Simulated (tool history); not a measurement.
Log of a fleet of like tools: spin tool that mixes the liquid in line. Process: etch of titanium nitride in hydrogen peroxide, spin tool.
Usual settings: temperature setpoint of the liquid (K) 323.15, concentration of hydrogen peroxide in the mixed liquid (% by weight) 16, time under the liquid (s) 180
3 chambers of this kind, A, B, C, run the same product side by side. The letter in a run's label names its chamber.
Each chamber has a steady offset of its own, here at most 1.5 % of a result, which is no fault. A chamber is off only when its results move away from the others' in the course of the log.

run    day  temperature setpoint of the liquid (K)  concentration of hydrogen peroxide in the mixed liquid (% by weight)  time under the liquid (s)  hours since the thermometer was replaced  hours since the peroxide flow meter was replaced  hours since the heated supply line was repaired  hours since the drum of peroxide was connected  read-back film thickness of the titanium nitride reference wafer, read on the same gauge (nm)  thickness taken off the titanium nitride on a monitor wafer (nm)
 1A  0.225                                  323.15                                                                    16                        180                                     952.4                                             797.1                                            114.7                                           347.2                                                                                         79.994                                                            14.136
 2B  0.425                                  323.15                                                                    16                        180                                     767.4                                             232.5                                           1017.9                                           917.6                                                                                         80.025                                                            14.017
 3C  0.592                                  323.15                                                                    16                        180                                      81.7                                            1184.6                                            639.5                                           926.6                                                                                         79.975                                                            13.961
 4B  0.754                                  323.15                                                                    16                        180                                     775.3                                             240.4                                           1025.8                                           925.5                                                                                         80.031                                                             13.98
 5C  0.975                                  323.15                                                                    16                        180                                      90.9                                            1193.8                                            648.7                                           935.8                                                                                         80.042                                                            14.041
 6A  1.192                                  323.15                                                                    16                        180                                     975.6                                             820.3                                            137.9                                           370.4                                                                                         80.022                                                            13.907
 7B  1.338                                  323.15                                                                    16                        180                                     789.3                                             254.4                                           1039.8                                           939.5                                                                                         79.979                                                            14.222
 8A  1.533                                  323.15                                                                    16                        180                                     983.8                                             828.5                                            146.1                                           378.6                                                                                          79.98                                                            14.049
 9C  1.721                                  323.15                                                                    16                        180                                     108.8                                            1211.7                                            666.6                                           953.7                                                                                         79.984                                                             14.13
10C  1.883                                  323.15                                                                    16                        180                                     112.7                                            1215.6                                            670.5                                           957.6                                                                                         79.975                                                            14.228
11A  2.025                                  323.15                                                                    16                        180                                     995.6                                             840.3                                            157.9                                           390.4                                                                                         80.043                                                             14.02
     2.138  -- chamber A: new drum of peroxide connected
12B  2.175                                  323.15                                                                    16                        180                                     809.4                                             274.5                                           1059.9                                           959.6                                                                                         79.998                                                            14.524
13B  2.392                                  323.15                                                                    14                        135                                     814.6                                             279.7                                           1065.1                                           964.8                                                                                         79.986                                                            10.546
14C  2.592                                  323.15                                                                    14                        135                                     129.7                                            1232.6                                            687.5                                           974.6                                                                                         79.977                                                            10.326
15A  2.754                                  323.15                                                                    14                        135                                    1013.1                                             857.8                                            175.4                                            14.8                                                                                         79.991                                                            10.338
16B  2.967                                  323.15                                                                    16                        180                                     828.4                                             293.5                                           1078.9                                           978.6                                                                                          79.98                                                            14.988
     3.096  -- chamber C: heated supply line repaired
17C    3.1                                  323.15                                                                    16                        180                                     141.9                                            1244.8                                              0.2                                           986.8                                                                                         79.989                                                            14.176
18A  3.304                                  323.15                                                                  12.5                        280                                    1026.3                                               871                                            188.6                                              28                                                                                         79.985                                                            20.986
19C    3.5                                  323.15                                                                  12.5                        280                                     151.5                                            1254.4                                              9.8                                           996.4                                                                                         80.033                                                            20.819
20B  3.683                                  323.15                                                                  12.5                        280                                     845.6                                             310.7                                           1096.1                                           995.8                                                                                         80.004                                                            22.515
21A  3.812                                  323.15                                                                    16                        180                                    1038.5                                             883.2                                            200.8                                            40.2                                                                                         79.977                                                            14.244
22A  3.975                                  323.15                                                                    16                        180                                    1042.4                                             887.1                                            204.7                                            44.1                                                                                         79.992                                                            14.066
23B  4.138                                  323.15                                                                    16                        180                                     856.5                                             321.6                                             1107                                          1006.7                                                                                         80.033                                                            15.602

Next, every chamber runs the same settings. What will each give?
24A  4.308                                  323.15                                                                    16                        180                                                                                                                                                                                                                                                                                                                                                             ?
24B  4.308                                  323.15                                                                    16                        180                                                                                                                                                                                                                                                                                                                                                             ?
24C  4.308                                  323.15                                                                    16                        180                                                                                                                                                                                                                                                                                                                                                             ?

run  thickness taken off the titanium nitride on a monitor wafer (nm)
24A                                                            14.239
24B                                                            15.231
24C                                                            14.172

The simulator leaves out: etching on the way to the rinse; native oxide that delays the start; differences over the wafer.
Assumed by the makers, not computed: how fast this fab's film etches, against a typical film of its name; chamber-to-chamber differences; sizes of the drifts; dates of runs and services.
